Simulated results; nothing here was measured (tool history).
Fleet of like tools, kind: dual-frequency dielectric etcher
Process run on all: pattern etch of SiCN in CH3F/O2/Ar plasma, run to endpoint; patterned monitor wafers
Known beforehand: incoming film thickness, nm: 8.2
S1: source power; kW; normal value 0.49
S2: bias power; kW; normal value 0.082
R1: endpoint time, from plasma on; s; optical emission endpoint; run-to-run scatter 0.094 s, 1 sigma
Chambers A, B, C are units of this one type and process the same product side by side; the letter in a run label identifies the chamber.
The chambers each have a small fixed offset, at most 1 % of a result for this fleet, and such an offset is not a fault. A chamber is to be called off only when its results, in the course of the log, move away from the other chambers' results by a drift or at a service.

run   hour    S1     S2      R1
 1B    9.5  0.49  0.082  19.016
 2C   17.3  0.49  0.082  19.403
 3A   30.8  0.49  0.082  19.365
 4C   38.8  0.49  0.082  19.099
 5A   51.5  0.49  0.082  19.454
      56.2  -- chamber A: wet clean of the chamber
 6B     59  0.49  0.082  19.116
 7B   67.8  0.49  0.082  19.386
 8C   77.6  0.49  0.082  19.337
 9A   86.2  0.49  0.082  19.384
10B   99.1  0.49  0.082  19.246
11A  109.4  0.49  0.082  19.152
12C  119.2  0.49  0.082  19.398
13C  129.1  0.49  0.082  19.062
14A  136.3  0.49  0.082    19.4
15B  144.8  0.49  0.082  19.342
16A  152.6  0.49  0.082  19.451
17B  162.9  0.49  0.082  19.467
18C  176.3  0.49  0.082  19.388
19A  185.6  0.45  0.063  21.858
20B    194  0.45  0.063  22.021
21C  202.4  0.45  0.063  21.946
22A  214.7   0.4  0.101  19.265
23C  227.9   0.4  0.101  19.362
24B  238.2   0.4  0.101  19.502
25B  250.5  0.49  0.082  19.804
26C  263.9  0.49  0.082  19.388
27A  275.1  0.49  0.082  19.396
28C  281.5  0.49  0.082  19.222
29B  293.1  0.49  0.082  19.787
30A  301.4  0.49   0.09  18.774
31A  312.5  0.49   0.09  18.477
32C  320.1  0.49   0.09  18.542
33B    327  0.44  0.094  19.805
34A  332.9  0.44  0.094   19.28
35C  343.9  0.44  0.094  19.235
36B  350.5  0.57  0.082  18.892
37C  360.2  0.57  0.082  18.183
38B  370.2  0.57  0.082  18.981
39A  378.5  0.49  0.082  19.486
40B  385.4  0.49  0.082  20.141
41C  394.6  0.49  0.101  17.863
42A  407.7  0.49  0.101  17.827
43A  413.9  0.49  0.101  17.972

What goes on in this fleet: one chamber off, a drifting gauge, or nothing beyond the chambers' own small offsets? Name the chamber and the cause, if any.

It is chamber B that slowly wanders off from its peers.
Most likely cause: etch rate under this chamber's usual, % = 5.18.

Below are 4 candidate recipes for chamber B's next run, each the usual settings with a change, their results shown as question marks. Which of them brings B's results back in line with what the other chambers give on the usual settings?
To be in line, a result may differ from the other chambers' mean on the usual settings by at most: R1 0.33 s
44B-1  423.7  0.43  0.072   ?
44B-2  423.7  0.46  0.077   ?
44B-3  423.7  0.49  0.105   ?
44B-4  423.7  0.55  0.082   ?

Usual-settings mean across the other chambers: R1 19.346 s
  run      R1
44B-1   22.26
44B-2  21.198
44B-3   18.48
44B-4  19.399
44B-4 brings the chamber back in line.

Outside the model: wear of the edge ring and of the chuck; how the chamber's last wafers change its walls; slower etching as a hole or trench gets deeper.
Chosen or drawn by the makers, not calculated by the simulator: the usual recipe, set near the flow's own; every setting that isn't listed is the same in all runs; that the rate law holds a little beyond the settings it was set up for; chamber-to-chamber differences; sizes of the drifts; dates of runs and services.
